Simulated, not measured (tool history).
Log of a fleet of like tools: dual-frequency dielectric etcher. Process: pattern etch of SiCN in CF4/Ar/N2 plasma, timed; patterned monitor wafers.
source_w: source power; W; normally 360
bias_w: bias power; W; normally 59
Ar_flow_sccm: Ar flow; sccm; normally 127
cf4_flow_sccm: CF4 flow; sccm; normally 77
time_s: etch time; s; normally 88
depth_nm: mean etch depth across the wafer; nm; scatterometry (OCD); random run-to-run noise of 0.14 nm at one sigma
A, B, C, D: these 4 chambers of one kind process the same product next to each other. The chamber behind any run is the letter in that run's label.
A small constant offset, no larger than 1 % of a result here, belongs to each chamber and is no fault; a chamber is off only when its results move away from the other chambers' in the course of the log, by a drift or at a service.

run,hour,source_w,bias_w,Ar_flow_sccm,cf4_flow_sccm,time_s,"read-back reference wafer on the same gauge, depth_nm",depth_nm
1A,10,360,59,127,77,88,50.085,57.278
2B,17.9,360,59,127,77,88,50.089,56.744
3C,26.7,360,59,127,77,88,50.108,56.983
4D,32.4,360,59,127,77,88,50.096,57.287
5D,38.8,360,59,127,77,88,50.096,56.965
6C,50.5,360,59,127,77,88,50.132,56.799
7A,61.7,360,59,127,77,88,50.09,57.134
8B,71.8,360,59,127,77,88,50.111,56.764
9C,80.8,360,59,127,77,88,50.114,56.881
10B,88.2,360,59,127,77,88,50.082,56.762
11A,97.2,360,59,127,77,88,50.11,57.182
12D,105.7,360,59,127,77,88,50.095,56.812
13B,117.1,360,59,127,77,88,50.078,57.112
14A,124.2,360,59,127,77,88,50.094,57.126
15C,130.1,360,59,127,77,88,50.104,56.938
# hour 136.8: chamber B: wet clean of the chamber
16D,139.2,360,59,127,77,88,50.126,57.068
17A,145.7,360,59,127,77,88,50.081,57.247
18B,155.1,360,59,127,77,88,50.083,56.878
19D,164.3,360,59,127,77,88,50.091,57.008
# hour 165.2: chamber C: wet clean of the chamber
20C,171.6,360,59,127,77,88,50.091,58.284
21C,179.6,360,59,127,77,88,50.095,58.367
22D,190,360,59,127,77,88,50.094,57.046
23B,201.7,360,59,127,77,88,50.093,56.558
24A,208,450,59,127,77,88,50.112,69.646
25B,214.1,450,59,127,77,88,50.12,69.259
26A,224.9,450,59,127,77,88,50.103,69.657
27D,236.6,450,59,127,77,88,50.085,69.363
28C,245.2,360,59,127,77,88,50.106,58.149
29C,256.5,360,59,127,77,88,50.095,58.324
30D,262.5,360,59,127,77,88,50.08,56.954
# hour 270.6: chamber B: bias power generator calibrated
31B,270.9,360,59,127,77,88,50.108,56.823
32A,277.2,360,59,127,77,88,50.092,57.284
33D,286.1,360,59,127,77,88,50.112,56.748
34B,298.2,360,59,127,77,88,50.091,56.983

Next, all 4 chambers run the settings below, one line each with question marks for the results. What does each chamber give?
35A,307.1,360,59,127,77,88,,?
35B,307.1,360,59,127,77,88,,?
35C,307.1,360,59,127,77,88,,?
35D,307.1,360,59,127,77,88,,?

run,depth_nm
35A,57.218
35B,56.628
35C,58.283
35D,57.015
